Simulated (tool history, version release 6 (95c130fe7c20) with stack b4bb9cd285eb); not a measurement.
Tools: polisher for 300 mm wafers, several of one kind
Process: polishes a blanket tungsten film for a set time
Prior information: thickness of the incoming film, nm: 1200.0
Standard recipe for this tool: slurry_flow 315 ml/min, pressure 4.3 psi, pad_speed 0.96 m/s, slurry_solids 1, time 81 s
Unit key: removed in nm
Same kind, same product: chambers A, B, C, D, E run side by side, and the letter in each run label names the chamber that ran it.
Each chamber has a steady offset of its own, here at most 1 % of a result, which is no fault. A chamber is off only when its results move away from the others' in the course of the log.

| run | day | slurry_flow | pressure | pad_speed | slurry_solids | time | wafers polished on this pad | hours since the slurry nozzle was cleaned | hours since the head pressure was calibrated | hours since the slurry blender was calibrated | hours since the slurry got fresh peroxide | removed |
|---|---|---|---|---|---|---|---|---|---|---|---|---|
| 1E | 0.133 | 315 | 4.3 | 0.96 | 1 | 81 | 73 | 416.9 | 99.1 | 62.5 | 25.9 | 339.61 |
| 2B | 0.267 | 315 | 4.3 | 0.96 | 1 | 81 | 588 | 53.1 | 331.2 | 30 | 43 | 344.39 |
|  | 0.375 | chamber A: head pressure recalibrated |
|  | 0.425 | chamber C: slurry tank refilled with fresh slurry and peroxide |
| 3D | 0.446 | 315 | 4.3 | 0.96 | 1 | 81 | 784 | 169.3 | 300.4 | 216.8 | 49 | 344.71 |
|  | 0.5 | chamber D: slurry blender recalibrated |
| 4C | 0.558 | 315 | 4.3 | 0.96 | 1 | 81 | 169 | 187.1 | 1260.6 | 73.2 | 3.2 | 337.41 |
| 5A | 0.721 | 315 | 4.3 | 0.96 | 1 | 81 | 1247 | 171.9 | 8.3 | 65.8 | 28.4 | 338.43 |
|  | 0.75 | chamber B: worn pad replaced by a new one |
| 6B | 0.842 | 315 | 4.3 | 0.96 | 1 | 81 | 25 | 66.9 | 345 | 43.8 | 56.8 | 340.1 |
| 7D | 0.975 | 315 | 4.3 | 0.96 | 1 | 81 | 927 | 182 | 313.1 | 11.5 | 61.7 | 342.39 |
| 8A | 1.162 | 315 | 4.3 | 0.96 | 1 | 81 | 1367 | 182.5 | 18.9 | 76.4 | 39 | 336.51 |
| 9C | 1.283 | 315 | 4.3 | 0.96 | 1 | 81 | 365 | 204.5 | 1278 | 90.6 | 20.6 | 336.24 |
| 10E | 1.383 | 315 | 4.3 | 0.96 | 1 | 81 | 412 | 446.9 | 129.1 | 92.5 | 55.9 | 335.78 |
|  | 1.5 | chamber E: slurry nozzle cleaned |
|  | 1.517 | chamber A: worn pad replaced by a new one |
| 11A | 1.588 | 315 | 4.3 | 0.96 | 1 | 81 | 19 | 192.7 | 29.1 | 86.6 | 49.2 | 342.85 |
| 12B | 1.729 | 315 | 4.3 | 0.96 | 1 | 81 | 265 | 88.2 | 366.3 | 65.1 | 78.1 | 340.39 |
|  | 1.8 | chamber B: slurry tank refilled with fresh slurry and peroxide |
| 13E | 1.85 | 315 | 4.3 | 0.78 | 1 | 81 | 538 | 8.4 | 140.3 | 103.7 | 67.1 | 278.5 |
|  | 1.879 | chamber A: slurry tank refilled with fresh slurry and peroxide |
|  | 2.017 | chamber D: worn pad replaced by a new one |
| 14D | 2.033 | 315 | 4.3 | 0.78 | 1 | 81 | 5 | 207.4 | 338.5 | 36.9 | 87.1 | 278.62 |
|  | 2.108 | chamber C: worn pad replaced by a new one |
| 15C | 2.146 | 315 | 4.3 | 0.78 | 1 | 81 | 11 | 225.2 | 1298.7 | 111.3 | 41.3 | 271.07 |
| 16E | 2.317 | 315 | 4.3 | 0.78 | 1 | 81 | 664 | 19.6 | 151.5 | 114.9 | 78.3 | 273 |
| 17B | 2.462 | 315 | 4.3 | 0.78 | 1 | 81 | 464 | 105.8 | 383.9 | 82.7 | 16 | 280.12 |
| 18D | 2.646 | 315 | 4.3 | 0.96 | 1 | 81 | 171 | 222.1 | 353.2 | 51.6 | 101.8 | 342.99 |
|  | 2.658 | chamber C: head pressure recalibrated |
| 19C | 2.788 | 315 | 4.3 | 0.96 | 1 | 81 | 184 | 240.6 | 3.2 | 126.7 | 56.7 | 345.88 |
| 20A | 2.988 | 315 | 4.3 | 0.96 | 1 | 81 | 398 | 226.3 | 62.7 | 120.2 | 26.7 | 338.5 |
|  | 3.038 | chamber C: slurry tank refilled with fresh slurry and peroxide |
|  | 3.075 | chamber B: head pressure recalibrated |
| 21A | 3.158 | 315 | 4.3 | 0.96 | 1 | 81 | 444 | 230.4 | 66.8 | 124.3 | 30.8 | 335.84 |
| 22B | 3.333 | 315 | 4.3 | 0.96 | 1 | 81 | 700 | 126.7 | 6.2 | 103.6 | 36.9 | 338.14 |
| 23C | 3.467 | 315 | 4.3 | 0.96 | 1 | 81 | 368 | 256.9 | 19.5 | 143 | 10.3 | 343.73 |
| 24D | 3.621 | 315 | 4.3 | 0.96 | 1 | 81 | 435 | 245.5 | 376.6 | 75 | 125.2 | 342.91 |
| 25E | 3.75 | 315 | 4.3 | 0.96 | 1 | 81 | 1052 | 54 | 185.9 | 149.3 | 112.7 | 329.85 |
|  | 3.825 | chamber E: worn pad replaced by a new one |
| 26D | 3.917 | 315 | 4.3 | 0.96 | 1 | 59 | 515 | 252.6 | 383.7 | 82.1 | 132.3 | 250.9 |
| 27A | 4.008 | 315 | 4.3 | 0.96 | 1 | 59 | 675 | 250.8 | 87.2 | 144.7 | 51.2 | 248.14 |
| 28C | 4.154 | 315 | 4.3 | 0.96 | 1 | 59 | 555 | 273.4 | 36 | 159.5 | 26.8 | 249.44 |
|  | 4.175 | chamber B: worn pad replaced by a new one |
|  | 4.221 | chamber A: slurry tank refilled with fresh slurry and peroxide |
| 29B | 4.321 | 315 | 4.3 | 0.96 | 1 | 59 | 39 | 150.4 | 29.9 | 127.3 | 60.6 | 248.65 |
| 30E | 4.417 | 315 | 4.3 | 0.96 | 1 | 59 | 160 | 70 | 201.9 | 165.3 | 128.7 | 236.55 |
| 31B | 4.583 | 315 | 4.3 | 0.96 | 1 | 81 | 110 | 156.7 | 36.2 | 133.6 | 66.9 | 344.01 |
|  | 4.696 | chamber C: worn pad replaced by a new one |
| 32E | 4.696 | 270 | 4.3 | 0.82 | 1 | 81 | 236 | 76.7 | 208.6 | 172 | 135.4 | 271.42 |
| 33D | 4.838 | 270 | 4.3 | 0.82 | 1 | 81 | 764 | 274.7 | 405.8 | 104.2 | 154.4 | 284.83 |
| 34C | 5.017 | 270 | 4.3 | 0.82 | 1 | 81 | 87 | 294.1 | 56.7 | 180.2 | 47.5 | 286.65 |
|  | 5.121 | chamber B: slurry blender recalibrated |
| 35A | 5.204 | 270 | 4.3 | 0.82 | 1 | 81 | 998 | 279.5 | 115.9 | 173.4 | 23.6 | 285.9 |
| 36E | 5.358 | 270 | 4.3 | 0.82 | 1 | 81 | 415 | 92.6 | 224.5 | 187.9 | 151.3 | 274.92 |
| 37A | 5.454 | 315 | 4.3 | 0.96 | 1 | 81 | 1066 | 285.5 | 121.9 | 179.4 | 29.6 | 333.85 |
| 38C | 5.596 | 315 | 4.3 | 0.96 | 1 | 81 | 244 | 308 | 70.6 | 194.1 | 61.4 | 343.76 |
|  | 5.712 | chamber B: slurry tank refilled with fresh slurry and peroxide |
| 39D | 5.742 | 315 | 3.4 | 0.96 | 1 | 97 | 1009 | 296.4 | 427.5 | 125.9 | 176.1 | 319.17 |
| 40B | 5.842 | 315 | 3.4 | 0.96 | 1 | 97 | 451 | 186.9 | 66.4 | 17.3 | 3.2 | 329.33 |
|  | 5.975 | chamber C: slurry tank refilled with fresh slurry and peroxide |
|  | 6.008 | chamber A: worn pad replaced by a new one |
| 41A | 6.008 | 315 | 3.4 | 0.96 | 1 | 97 | 0 | 298.8 | 135.2 | 192.7 | 42.9 | 323.27 |
| 42D | 6.192 | 315 | 3.4 | 0.96 | 1 | 97 | 1131 | 307.2 | 438.3 | 136.7 | 186.9 | 322.59 |
| 43E | 6.317 | 315 | 3.4 | 0.96 | 1 | 97 | 675 | 115.6 | 247.5 | 210.9 | 174.3 | 302.83 |
| 44C | 6.412 | 315 | 4.3 | 0.96 | 1 | 81 | 465 | 327.6 | 90.2 | 213.7 | 10.6 | 345.94 |

For the next run the whole fleet of 5 chambers uses the same settings. Give each chamber's results:
| 45A | 6.558 | 315 | 4.3 | 0.96 | 1 | 81 |  |  |  |  |  | ? |
| 45B | 6.558 | 315 | 4.3 | 0.96 | 1 | 81 |  |  |  |  |  | ? |
| 45C | 6.558 | 315 | 4.3 | 0.96 | 1 | 81 |  |  |  |  |  | ? |
| 45D | 6.558 | 315 | 4.3 | 0.96 | 1 | 81 |  |  |  |  |  | ? |
| 45E | 6.558 | 315 | 4.3 | 0.96 | 1 | 81 |  |  |  |  |  | ? |

| run | removed |
|---|---|
| 45A | 340.61 |
| 45B | 343.42 |
| 45C | 342.71 |
| 45D | 337.92 |
| 45E | 321.59 |
